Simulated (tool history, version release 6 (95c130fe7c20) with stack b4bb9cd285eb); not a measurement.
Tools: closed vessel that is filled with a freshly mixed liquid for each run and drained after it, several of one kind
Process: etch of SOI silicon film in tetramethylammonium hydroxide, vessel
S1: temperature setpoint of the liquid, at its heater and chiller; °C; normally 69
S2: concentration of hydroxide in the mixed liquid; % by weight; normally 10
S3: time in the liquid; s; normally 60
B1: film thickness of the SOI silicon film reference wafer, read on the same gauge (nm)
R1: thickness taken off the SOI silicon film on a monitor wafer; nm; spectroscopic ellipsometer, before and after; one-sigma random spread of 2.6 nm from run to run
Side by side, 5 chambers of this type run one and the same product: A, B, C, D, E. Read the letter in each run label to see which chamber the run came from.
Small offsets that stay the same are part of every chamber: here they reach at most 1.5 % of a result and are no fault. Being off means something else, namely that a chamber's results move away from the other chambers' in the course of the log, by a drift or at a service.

run 1D day=0.392 | S1=69 S2=10 S3=60 | B1=130 | R1=406.91
run 2B day=0.717 | S1=69 S2=10 S3=60 | B1=130.01 | R1=403.96
run 3C day=1.083 | S1=69 S2=10 S3=60 | B1=130.04 | R1=400.14
run 4E day=1.342 | S1=69 S2=10 S3=60 | B1=130.01 | R1=403.77
-- day=1.529 chamber E: thermometer replaced
run 5A day=1.579 | S1=69 S2=10 S3=60 | B1=129.97 | R1=410.03
run 6A day=1.979 | S1=69 S2=10 S3=60 | B1=130 | R1=407.67
run 7E day=2.246 | S1=69 S2=10 S3=60 | B1=129.98 | R1=403.95
run 8D day=2.5 | S1=69 S2=10 S3=60 | B1=130.01 | R1=407.27
run 9C day=2.817 | S1=73.5 S2=10 S3=40 | B1=129.97 | R1=353.46
run 10B day=3.083 | S1=73.5 S2=10 S3=40 | B1=130 | R1=349.16
run 11C day=3.412 | S1=73.5 S2=10 S3=40 | B1=130.03 | R1=352.96
run 12E day=3.733 | S1=73.5 S2=10 S3=40 | B1=130.04 | R1=352.88
run 13A day=4.083 | S1=73.5 S2=10 S3=40 | B1=130 | R1=356.22
run 14D day=4.446 | S1=69 S2=10 S3=60 | B1=130.02 | R1=408.35
run 15B day=4.796 | S1=69 S2=10 S3=60 | B1=129.98 | R1=404.34
run 16A day=5.1 | S1=69 S2=10 S3=60 | B1=130 | R1=407.57
run 17D day=5.408 | S1=69 S2=10 S3=60 | B1=130.01 | R1=408.16
run 18B day=5.583 | S1=69 S2=10 S3=60 | B1=129.94 | R1=407.84
run 19C day=5.812 | S1=69 S2=10 S3=60 | B1=130.03 | R1=406.91
run 20E day=6.021 | S1=69 S2=10 S3=60 | B1=129.98 | R1=400.7
run 21B day=6.267 | S1=69 S2=10 S3=60 | B1=129.99 | R1=403.82
run 22D day=6.542 | S1=69 S2=10 S3=95 | B1=130 | R1=644.24
run 23C day=6.8 | S1=69 S2=10 S3=95 | B1=129.96 | R1=639.43
run 24A day=7.012 | S1=69 S2=10 S3=95 | B1=129.97 | R1=645.34
run 25E day=7.196 | S1=69 S2=10 S3=95 | B1=129.99 | R1=633.39
run 26A day=7.525 | S1=69 S2=10 S3=95 | B1=129.99 | R1=648.57
-- day=7.571 chamber C: hydroxide flow meter replaced
run 27D day=7.725 | S1=69 S2=10 S3=60 | B1=130.03 | R1=410.11
run 28B day=7.938 | S1=69 S2=10 S3=60 | B1=130.04 | R1=402.93
run 29E day=8.167 | S1=69 S2=10 S3=60 | B1=130.01 | R1=406.37
-- day=8.192 chamber E: hydroxide flow meter replaced
run 30C day=8.421 | S1=69 S2=10 S3=60 | B1=129.96 | R1=403.71
run 31A day=8.604 | S1=65.5 S2=10 S3=60 | B1=129.96 | R1=325.43
run 32D day=8.825 | S1=65.5 S2=10 S3=60 | B1=130 | R1=335.45
run 33E day=9.029 | S1=65.5 S2=10 S3=60 | B1=130 | R1=325.23
run 34C day=9.392 | S1=65.5 S2=10 S3=60 | B1=129.99 | R1=326.01
run 35B day=9.633 | S1=65.5 S2=10 S3=60 | B1=130.03 | R1=330.96

Each of the 5 chambers runs these same settings next. Fill in every chamber's results:
run 36A day=9.917 | S1=69 S2=10 S3=60 | R1=?
run 36B day=9.917 | S1=69 S2=10 S3=60 | R1=?
run 36C day=9.917 | S1=69 S2=10 S3=60 | R1=?
run 36D day=9.917 | S1=69 S2=10 S3=60 | R1=?
run 36E day=9.917 | S1=69 S2=10 S3=60 | R1=?

run=36A R1=409.95
run=36B R1=403.22
run=36C R1=399.93
run=36D R1=407.69
run=36E R1=399.04

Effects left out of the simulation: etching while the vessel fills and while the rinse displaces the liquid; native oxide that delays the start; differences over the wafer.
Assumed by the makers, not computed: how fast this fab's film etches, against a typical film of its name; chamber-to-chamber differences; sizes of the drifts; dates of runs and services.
